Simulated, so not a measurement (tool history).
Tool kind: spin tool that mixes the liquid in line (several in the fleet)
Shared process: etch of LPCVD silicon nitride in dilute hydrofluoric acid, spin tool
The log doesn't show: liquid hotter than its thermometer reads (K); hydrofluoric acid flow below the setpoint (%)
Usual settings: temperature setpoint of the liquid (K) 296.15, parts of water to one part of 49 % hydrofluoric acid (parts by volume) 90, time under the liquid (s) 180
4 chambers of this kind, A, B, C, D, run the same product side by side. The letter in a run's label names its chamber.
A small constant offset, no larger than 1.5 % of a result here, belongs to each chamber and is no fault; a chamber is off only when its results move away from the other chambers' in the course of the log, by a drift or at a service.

| run | hour | temperature setpoint of the liquid (K) | parts of water to one part of 49 % hydrofluoric acid (parts by volume) | time under the liquid (s) | hours since the thermometer was replaced | hours since the hydrofluoric acid flow meter was replaced | read-back film thickness of the LPCVD silicon nitride reference wafer, read on the same gauge (nm) | thickness taken off the LPCVD silicon nitride on a monitor wafer (angstrom) |
|---|---|---|---|---|---|---|---|---|
| 1D | 13.7 | 296.15 | 90 | 180 | 1241.2 | 423.9 | 29.987 | 9.4544 |
| 2C | 25.4 | 296.15 | 90 | 180 | 655.8 | 1834.8 | 30.063 | 9.9088 |
| 3A | 35.7 | 296.15 | 90 | 180 | 358.8 | 1672.8 | 29.986 | 9.2828 |
| 4B | 44.4 | 296.15 | 90 | 180 | 2542.7 | 1001 | 30.033 | 9.5794 |
| 5C | 54.2 | 296.15 | 90 | 180 | 684.6 | 1863.6 | 30.007 | 9.1582 |
| 6D | 67 | 296.15 | 90 | 180 | 1294.5 | 477.2 | 29.973 | 9.5709 |
| 7B | 81.8 | 296.15 | 90 | 180 | 2580.1 | 1038.4 | 29.983 | 9.1218 |
| 8A | 94 | 296.15 | 90 | 180 | 417.1 | 1731.1 | 30.018 | 9.8353 |
| 9D | 100.5 | 296.15 | 90 | 180 | 1328 | 510.7 | 29.967 | 9.7898 |
|  | 101.6 | chamber D: thermometer replaced |
| 10B | 109.4 | 296.15 | 90 | 180 | 2607.7 | 1066 | 30.061 | 9.31 |
| 11C | 117.8 | 296.15 | 90 | 180 | 748.2 | 1927.2 | 30.001 | 8.9744 |
| 12A | 124.7 | 296.15 | 90 | 180 | 447.8 | 1761.8 | 29.993 | 9.6193 |
| 13D | 138.5 | 296.15 | 90 | 180 | 37 | 548.7 | 30.052 | 9.0804 |
|  | 149.4 | chamber B: hydrofluoric acid flow meter replaced |
|  | 150.3 | chamber B: thermometer replaced |
| 14B | 151.6 | 296.15 | 90 | 180 | 1.4 | 2.3 | 29.991 | 10.066 |
| 15A | 162.1 | 296.15 | 90 | 180 | 485.2 | 1799.2 | 30.034 | 9.6195 |
| 16C | 174.8 | 296.15 | 90 | 180 | 805.2 | 1984.2 | 30.035 | 8.8196 |
| 17A | 189.6 | 296.15 | 90 | 270 | 512.7 | 1826.7 | 29.997 | 13.783 |
| 18B | 196.9 | 296.15 | 90 | 270 | 46.7 | 47.6 | 30.051 | 14.525 |
| 19D | 205.2 | 296.15 | 90 | 270 | 103.7 | 615.4 | 30.018 | 13.701 |
| 20C | 218.7 | 296.15 | 90 | 270 | 849.1 | 2028.1 | 30.017 | 14.442 |
|  | 222.9 | chamber D: hydrofluoric acid flow meter replaced |
| 21C | 229 | 296.15 | 90 | 180 | 859.4 | 2038.4 | 29.966 | 8.8428 |
| 22A | 238.1 | 296.15 | 90 | 180 | 561.2 | 1875.2 | 29.995 | 9.5967 |
| 23B | 247.4 | 296.15 | 90 | 180 | 97.2 | 98.1 | 30.005 | 9.7497 |
| 24D | 256.4 | 296.15 | 90 | 180 | 154.9 | 33.6 | 29.99 | 9.737 |
| 25C | 264.6 | 296.15 | 90 | 180 | 895 | 2074 | 29.92 | 9.3174 |
| 26A | 273.1 | 296.15 | 90 | 180 | 596.2 | 1910.2 | 29.988 | 9.3097 |
| 27B | 285.3 | 296.15 | 90 | 180 | 135.1 | 136 | 30.002 | 9.0481 |
| 28D | 299 | 296.15 | 90 | 180 | 197.5 | 76.2 | 30.029 | 9.5472 |
| 29A | 308.6 | 296.15 | 90 | 180 | 631.7 | 1945.7 | 29.959 | 8.4952 |
| 30B | 316.1 | 296.15 | 90 | 180 | 165.9 | 166.8 | 29.989 | 9.5961 |

The same settings go to every chamber for the next run, one line per chamber below. Forecast the results for each:
| 31A | 326.7 | 296.15 | 55 | 180 |  |  |  | ? |
| 31B | 326.7 | 296.15 | 55 | 180 |  |  |  | ? |
| 31C | 326.7 | 296.15 | 55 | 180 |  |  |  | ? |
| 31D | 326.7 | 296.15 | 55 | 180 |  |  |  | ? |

| run | thickness taken off the LPCVD silicon nitride on a monitor wafer (angstrom) |
|---|---|
| 31A | 15.624 |
| 31B | 16.204 |
| 31C | 15.766 |
| 31D | 15.794 |

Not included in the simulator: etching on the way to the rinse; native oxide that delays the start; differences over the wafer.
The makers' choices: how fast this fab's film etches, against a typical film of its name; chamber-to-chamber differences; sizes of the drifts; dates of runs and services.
